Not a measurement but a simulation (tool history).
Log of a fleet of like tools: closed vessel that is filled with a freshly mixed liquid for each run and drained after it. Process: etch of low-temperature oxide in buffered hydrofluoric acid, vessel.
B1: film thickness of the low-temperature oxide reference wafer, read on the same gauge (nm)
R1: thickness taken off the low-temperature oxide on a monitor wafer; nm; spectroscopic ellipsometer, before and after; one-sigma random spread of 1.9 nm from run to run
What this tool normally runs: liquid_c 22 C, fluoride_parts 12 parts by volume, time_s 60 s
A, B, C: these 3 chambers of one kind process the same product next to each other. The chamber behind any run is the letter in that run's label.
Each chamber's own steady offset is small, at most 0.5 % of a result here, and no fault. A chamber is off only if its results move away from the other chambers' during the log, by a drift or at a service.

run 1C day=0.212 | liquid_c=22 fluoride_parts=12 time_s=60 | B1=49.974 | R1=243.62
run 2B day=0.596 | liquid_c=22 fluoride_parts=12 time_s=60 | B1=50.019 | R1=242.42
run 3A day=0.854 | liquid_c=22 fluoride_parts=12 time_s=60 | B1=49.983 | R1=245.12
run 4B day=1.258 | liquid_c=22 fluoride_parts=12 time_s=60 | B1=49.982 | R1=244.32
run 5A day=1.642 | liquid_c=22 fluoride_parts=12 time_s=60 | B1=49.986 | R1=243.69
run 6C day=2.008 | liquid_c=22 fluoride_parts=12 time_s=60 | B1=50.008 | R1=243.38
run 7C day=2.342 | liquid_c=22 fluoride_parts=9 time_s=60 | B1=49.981 | R1=306.75
run 8B day=2.558 | liquid_c=22 fluoride_parts=9 time_s=60 | B1=49.995 | R1=306.08
run 9A day=2.946 | liquid_c=22 fluoride_parts=9 time_s=60 | B1=50.002 | R1=312.64
run 10C day=3.317 | liquid_c=22 fluoride_parts=12 time_s=60 | B1=49.984 | R1=241.01
run 11A day=3.725 | liquid_c=22 fluoride_parts=12 time_s=60 | B1=50.011 | R1=245.31
run 12B day=4.208 | liquid_c=22 fluoride_parts=12 time_s=60 | B1=50.029 | R1=247.25
run 13A day=4.646 | liquid_c=22 fluoride_parts=12 time_s=60 | B1=49.976 | R1=249.07
run 14C day=4.862 | liquid_c=22 fluoride_parts=12 time_s=60 | B1=49.997 | R1=242.59
run 15B day=5.171 | liquid_c=22 fluoride_parts=12 time_s=60 | B1=49.976 | R1=245.91
run 16A day=5.575 | liquid_c=22 fluoride_parts=12 time_s=60 | B1=49.998 | R1=245.32
run 17B day=6.021 | liquid_c=22 fluoride_parts=12 time_s=60 | B1=49.999 | R1=243.47
run 18C day=6.271 | liquid_c=22 fluoride_parts=12 time_s=60 | B1=49.982 | R1=243.38
run 19B day=6.654 | liquid_c=25 fluoride_parts=12 time_s=35 | B1=50.005 | R1=167.23
run 20A day=7.054 | liquid_c=25 fluoride_parts=12 time_s=35 | B1=49.977 | R1=171.3
run 21C day=7.425 | liquid_c=25 fluoride_parts=12 time_s=35 | B1=50.011 | R1=166.57
run 22C day=7.846 | liquid_c=20 fluoride_parts=12 time_s=30 | B1=50.021 | R1=108.46
run 23B day=8.317 | liquid_c=20 fluoride_parts=12 time_s=30 | B1=50.003 | R1=109.75
run 24A day=8.638 | liquid_c=20 fluoride_parts=12 time_s=30 | B1=50.01 | R1=111.77
run 25B day=8.962 | liquid_c=22 fluoride_parts=12 time_s=60 | B1=49.999 | R1=240.74
run 26C day=9.254 | liquid_c=22 fluoride_parts=12 time_s=60 | B1=50.001 | R1=241.41
run 27A day=9.5 | liquid_c=22 fluoride_parts=12 time_s=60 | B1=49.996 | R1=253.59
run 28A day=9.779 | liquid_c=22 fluoride_parts=12 time_s=60 | B1=49.981 | R1=252.54
run 29B day=10.046 | liquid_c=22 fluoride_parts=12 time_s=60 | B1=50.008 | R1=242.6
run 30C day=10.458 | liquid_c=22 fluoride_parts=12 time_s=60 | B1=50.008 | R1=244.05
run 31B day=10.708 | liquid_c=22 fluoride_parts=12 time_s=60 | B1=49.989 | R1=243
run 32C day=10.967 | liquid_c=22 fluoride_parts=12 time_s=60 | B1=50.024 | R1=243.37
run 33A day=11.45 | liquid_c=22 fluoride_parts=12 time_s=60 | B1=50.011 | R1=259.15
run 34A day=11.875 | liquid_c=22 fluoride_parts=12 time_s=60 | B1=50.009 | R1=257.78
run 35C day=12.321 | liquid_c=22 fluoride_parts=12 time_s=60 | B1=49.999 | R1=240.38
run 36B day=12.746 | liquid_c=22 fluoride_parts=12 time_s=60 | B1=50.02 | R1=243.8
run 37C day=12.962 | liquid_c=22 fluoride_parts=12 time_s=60 | B1=49.992 | R1=240.93
run 38B day=13.288 | liquid_c=22 fluoride_parts=12 time_s=60 | B1=49.971 | R1=244.79
run 39A day=13.758 | liquid_c=22 fluoride_parts=10 time_s=60 | B1=50.002 | R1=300.02
run 40C day=14.117 | liquid_c=22 fluoride_parts=10 time_s=60 | B1=49.98 | R1=288.19
run 41B day=14.433 | liquid_c=22 fluoride_parts=10 time_s=60 | B1=50.002 | R1=289.49

Read the log: is a single chamber off, either drifting away or since a service, is the gauge that measures every chamber drifting, or is nothing wrong beyond small per-chamber offsets? Name any odd chamber and what most likely caused it.

One chamber, A, drifts off from the rest bit by bit.
Cause: hydrofluoric acid flow above the setpoint (%) = 6.94.
With only this log, it may be confused with: liquid hotter than its thermometer reads (K).

Here are 4 candidates for chamber A's next run, each the usual settings with a change, their results left as question marks. Which one brings its results back in line with what the others give on the usual settings?
To be in line, a result may differ from the other chambers' mean on the usual settings by at most: R1 6.7 nm
run 42A-1 day=14.779 | liquid_c=22 fluoride_parts=13 time_s=60 | R1=?
run 42A-2 day=14.779 | liquid_c=22.5 fluoride_parts=12 time_s=60 | R1=?
run 42A-3 day=14.779 | liquid_c=22 fluoride_parts=12 time_s=65 | R1=?
run 42A-4 day=14.779 | liquid_c=21.5 fluoride_parts=12 time_s=60 | R1=?

Mean of the other chambers on the usual settings: R1 243.05 nm
run=42A-1 R1=241.07
run=42A-2 R1=267.54
run=42A-3 R1=282.11
run=42A-4 R1=253.3
It is 42A-1 that realigns the chamber with its peers.
